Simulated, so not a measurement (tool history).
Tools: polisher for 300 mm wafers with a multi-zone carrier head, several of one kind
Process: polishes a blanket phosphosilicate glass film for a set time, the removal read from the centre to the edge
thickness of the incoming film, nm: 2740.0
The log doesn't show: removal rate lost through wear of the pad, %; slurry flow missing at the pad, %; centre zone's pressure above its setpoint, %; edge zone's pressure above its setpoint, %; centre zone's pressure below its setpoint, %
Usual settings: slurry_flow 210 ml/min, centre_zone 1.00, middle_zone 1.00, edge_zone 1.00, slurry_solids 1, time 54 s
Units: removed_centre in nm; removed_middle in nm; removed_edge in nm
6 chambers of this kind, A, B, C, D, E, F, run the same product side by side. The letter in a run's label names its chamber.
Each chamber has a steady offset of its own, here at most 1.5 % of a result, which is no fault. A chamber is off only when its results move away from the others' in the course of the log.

run,hour,slurry_flow,centre_zone,middle_zone,edge_zone,slurry_solids,time,wafers polished on this pad,hours since the slurry nozzle was cleaned,hours since the centre zone pressure was calibrated,hours since the edge zone pressure was calibrated,removed_centre,removed_middle,removed_edge
# hour 3.2: chamber E: worn pad replaced by a new one
1B,4.4,210,1.00,1.00,1.00,1,54,75,568.9,1077.5,725.8,390.51,395.93,388.33
2E,8.1,210,1.00,1.00,1.00,1,54,46,49.4,477.7,713.4,395.59,393.02,395.83
3D,11.8,210,1.00,1.00,1.00,1,54,153,211.9,113.5,112.1,388.28,391.41,402.19
4A,18.3,210,1.00,1.00,1.00,1,54,856,194.6,586.7,125.3,387.44,387.29,400.33
5F,22.4,210,1.00,1.00,1.00,1,54,514,488.5,400.1,1331.5,388.19,388.37,397.96
6C,25.7,210,1.00,1.00,1.00,1,54,529,360.6,383.3,1199.9,387.51,395.25,393.94
7B,31.1,210,1.00,1.00,1.00,1,54,328,595.6,1104.2,752.5,392.85,399.91,384.16
# hour 33.2: chamber A: worn pad replaced by a new one
8D,37.3,210,1.00,1.00,1.00,1,69,395,237.4,139.0,137.6,490.99,484.18,485.61
# hour 38.9: chamber C: worn pad replaced by a new one
9F,40.8,210,1.00,1.00,1.00,1,69,689,506.9,418.5,1349.9,510.71,499.75,504.55
# hour 41.1: chamber F: worn pad replaced by a new one
# hour 41.2: chamber D: slurry nozzle cleaned
# hour 42.0: chamber B: centre zone pressure recalibrated
10E,44.9,210,1.00,1.00,1.00,1,69,396,86.2,514.5,750.2,504.79,494.86,503.11
11A,49.6,210,1.00,1.00,1.00,1,69,156,225.9,618.0,156.6,498.94,496.59,496.29
12C,53.1,210,1.00,1.00,1.00,1,69,134,388.0,410.7,1227.3,495.77,498.44,492.22
# hour 55.3: chamber E: worn pad replaced by a new one
13F,56.8,210,1.00,1.00,1.00,1,69,149,522.9,434.5,1365.9,509.69,502.73,506.24
14B,63.5,210,1.00,1.00,1.00,1,54,636,628.0,21.5,784.9,390.04,403.71,403.16
15E,68.4,210,1.00,1.00,1.00,1,54,125,109.7,538.0,773.7,413.00,388.90,396.82
16A,71.6,210,1.00,1.00,1.00,1,54,365,247.9,640.0,178.6,400.29,383.64,390.42
# hour 74.1: chamber C: edge zone pressure recalibrated
17D,75.1,210,1.00,1.00,1.00,1,54,754,33.9,176.8,175.4,387.70,393.26,394.36
# hour 77.2: chamber B: worn pad replaced by a new one
18C,82.3,210,1.00,1.00,1.00,1,54,412,417.2,439.9,8.3,402.25,391.61,401.66
19E,86.0,210,1.00,1.00,1.00,1,54,292,127.3,555.6,791.3,402.87,396.13,397.80
20B,89.9,210,1.00,1.00,1.00,1,54,121,654.4,47.9,811.3,392.25,394.08,397.85
# hour 91.5: chamber F: centre zone pressure recalibrated
21F,94.9,235,1.00,1.00,1.00,1,66,511,561.0,3.5,1404.0,416.46,486.71,493.56
22A,98.6,235,1.00,1.00,1.00,1,66,621,274.9,667.0,205.6,484.99,482.50,495.07
# hour 104.7: chamber C: worn pad replaced by a new one
23C,105.0,235,1.00,1.00,1.00,1,66,3,439.9,462.6,31.0,501.26,471.67,497.41
# hour 107.0: chamber E: worn pad replaced by a new one
24D,108.8,235,1.00,1.00,1.00,1,66,1074,67.6,210.5,209.1,475.56,482.47,483.46
# hour 114.4: chamber D: worn pad replaced by a new one
25A,115.6,235,1.00,1.00,1.00,1,66,782,291.9,684.0,222.6,494.05,485.04,498.22
26F,122.6,235,1.00,1.00,1.00,1,66,774,588.7,31.2,1431.7,425.34,495.10,485.34
# hour 126.1: chamber C: slurry nozzle cleaned
27B,127.3,280,0.94,1.00,1.00,1,54,476,691.8,85.3,848.7,382.16,398.97,398.47
28D,132.1,280,0.94,1.00,1.00,1,54,168,90.9,233.8,232.4,377.08,412.94,403.27
# hour 135.2: chamber F: worn pad replaced by a new one
29E,137.8,280,0.94,1.00,1.00,1,54,292,179.1,607.4,843.1,385.50,411.89,408.61
# hour 140.4: chamber B: slurry nozzle cleaned
30C,144.7,280,0.94,1.00,1.00,1,54,380,18.7,502.3,70.7,386.13,408.64,411.48
31A,149.1,280,0.94,1.00,1.00,1,54,1100,325.4,717.5,256.1,382.66,410.54,411.14
# hour 149.5: chamber A: worn pad replaced by a new one
32E,154.9,280,0.94,1.00,1.00,1,54,454,196.2,624.5,860.2,386.43,403.81,406.04
# hour 156.2: chamber B: worn pad replaced by a new one
# hour 160.4: chamber E: worn pad replaced by a new one
33D,160.4,210,1.00,1.00,1.00,1,54,437,119.2,262.1,260.7,383.95,388.27,394.38
34B,165.8,210,1.00,1.08,1.08,1,54,91,25.4,123.8,887.2,393.20,422.82,400.10
# hour 169.9: chamber F: edge zone pressure recalibrated
35F,169.9,210,1.00,1.08,1.08,1,54,329,636.0,78.5,0.0,339.12,423.30,408.44
36C,175.1,210,1.00,1.08,1.08,1,54,668,49.1,532.7,101.1,403.68,405.01,413.99
37E,179.1,210,1.00,1.08,1.08,1,54,177,220.4,648.7,884.4,392.05,432.77,408.47
38B,185.4,210,1.00,1.08,1.08,1,54,277,45.0,143.4,906.8,390.14,424.96,408.46
39A,192.0,210,1.00,1.08,1.08,1,54,403,368.3,760.4,299.0,391.07,417.86,410.91

Next, every chamber runs the same settings. What will each give?
40A,197.3,210,1.00,1.00,1.00,1,54,,,,,?,?,?
40B,197.3,210,1.00,1.00,1.00,1,54,,,,,?,?,?
40C,197.3,210,1.00,1.00,1.00,1,54,,,,,?,?,?
40D,197.3,210,1.00,1.00,1.00,1,54,,,,,?,?,?
40E,197.3,210,1.00,1.00,1.00,1,54,,,,,?,?,?
40F,197.3,210,1.00,1.00,1.00,1,54,,,,,?,?,?

run,removed_centre,removed_middle,removed_edge
40A,388.33,391.57,393.86
40B,390.36,398.10,398.39
40C,392.10,395.30,410.33
40D,384.59,385.74,390.08
40E,404.64,394.66,401.84
40F,348.78,384.96,396.70
